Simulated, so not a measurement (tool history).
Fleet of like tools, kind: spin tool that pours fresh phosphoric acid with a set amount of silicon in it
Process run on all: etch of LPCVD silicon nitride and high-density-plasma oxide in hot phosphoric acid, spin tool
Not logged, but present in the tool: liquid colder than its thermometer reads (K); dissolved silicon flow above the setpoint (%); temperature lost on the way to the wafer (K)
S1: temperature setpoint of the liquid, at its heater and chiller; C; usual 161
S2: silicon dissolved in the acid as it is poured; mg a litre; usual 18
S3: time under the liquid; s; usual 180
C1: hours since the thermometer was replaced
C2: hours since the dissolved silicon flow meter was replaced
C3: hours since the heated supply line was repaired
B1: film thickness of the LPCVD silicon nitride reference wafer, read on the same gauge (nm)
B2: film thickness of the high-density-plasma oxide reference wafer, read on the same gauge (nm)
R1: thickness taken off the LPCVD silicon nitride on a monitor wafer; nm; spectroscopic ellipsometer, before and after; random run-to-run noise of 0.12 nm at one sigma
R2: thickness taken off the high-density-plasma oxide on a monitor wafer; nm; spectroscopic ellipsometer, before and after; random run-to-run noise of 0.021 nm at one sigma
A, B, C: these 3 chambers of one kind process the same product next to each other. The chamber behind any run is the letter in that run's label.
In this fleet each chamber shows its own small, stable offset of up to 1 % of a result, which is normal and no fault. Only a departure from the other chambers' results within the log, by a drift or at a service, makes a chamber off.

run,hour,S1,S2,S3,C1,C2,C3,B1,B2,R1,R2
1C,12.3,161,18,180,2320.4,1173.4,517.4,60.025,59.95,17.015,0.35074
2A,25.2,161,18,180,2445.7,339.1,612.6,59.98,59.99,17.092,0.38428
3B,38.6,161,18,180,306.7,1036.9,802.9,60.026,59.974,16.934,0.33946
4B,45.9,161,18,180,314,1044.2,810.2,59.99,59.996,17.212,0.37201
5C,54,161,18,180,2362.1,1215.1,559.1,60.013,59.984,16.879,0.34974
6A,61.3,161,18,180,2481.8,375.2,648.7,60.036,60.028,16.814,0.40558
7C,72.2,161,18,180,2380.3,1233.3,577.3,59.979,60.008,16.875,0.35493
8A,88.2,161,18,180,2508.7,402.1,675.6,60.008,60.019,16.948,0.3981
# hour 92.5: chamber A: thermometer replaced
9B,101.2,161,6,180,369.3,1099.5,865.5,60.035,59.979,17.131,0.4969
10A,116.5,161,6,180,24.1,430.4,703.9,59.973,59.979,16.543,0.45449
11B,127.1,161,6,180,395.2,1125.4,891.4,59.996,59.981,16.971,0.45451
12C,135.4,161,18,180,2443.5,1296.5,640.5,59.973,59.991,16.807,0.36189
13C,145.2,161,11.5,180,2453.3,1306.3,650.3,59.99,59.993,16.959,0.46808
14B,159.5,161,11.5,180,427.6,1157.8,923.8,59.975,59.965,17.024,0.42957
15A,168.9,161,11.5,180,76.5,482.8,756.3,60.015,59.973,16.344,0.39062
16C,177.7,161,18,180,2485.8,1338.8,682.8,60.019,59.975,16.73,0.38222
# hour 186.5: chamber B: heated supply line repaired
17B,187.2,161,18,180,455.3,1185.5,0.8,60.048,60.035,16.813,0.37371
18A,201.1,161,7,180,108.7,515,788.5,60.056,59.986,16.256,0.47229
19A,215.7,161,7,180,123.3,529.6,803.1,59.962,60.024,16.238,0.45037
20B,223.6,161,7,180,491.7,1221.9,37.2,60.023,60.003,16.907,0.47501
21C,239,161,31,180,2547.1,1400.1,744.1,59.983,59.998,17.085,0.23622
22B,251.5,161,31,180,519.6,1249.8,65.1,59.984,59.999,16.807,0.25665
# hour 264.4: chamber B: thermometer replaced
23C,264.4,161,31,180,2572.5,1425.5,769.5,59.982,59.971,17.004,0.23007
24A,272.8,161,8.5,230,180.4,586.7,860.2,60.016,60.023,20.699,0.49419
25A,280.2,161,8.5,230,187.8,594.1,867.6,60.031,60.011,20.311,0.51229
26B,288.5,161,8.5,230,24.2,1286.8,102.1,59.937,59.954,21.443,0.58126
27C,300.1,161,18,180,2608.2,1461.2,805.2,59.985,59.989,16.988,0.36888
28B,314.1,161,18,180,49.8,1312.4,127.7,59.992,59.989,16.875,0.38187
29A,324.6,161,18,180,232.2,638.5,912,59.988,59.982,15.763,0.30831
30C,335.5,161,18,180,2643.6,1496.6,840.6,60.001,59.978,16.82,0.37486
31C,347.7,161,18,180,2655.8,1508.8,852.8,60.034,59.998,16.886,0.36128
32B,360.6,159.5,18,100,96.3,1358.9,174.2,60.005,59.965,8.8856,0.18531

Each of the 3 chambers runs these same settings next. Fill in every chamber's results:
33A,372.1,161,18,180,,,,,,?,?
33B,372.1,161,18,180,,,,,,?,?
33C,372.1,161,18,180,,,,,,?,?

run,R1,R2
33A,15.547,0.30352
33B,17.046,0.36676
33C,16.946,0.35064
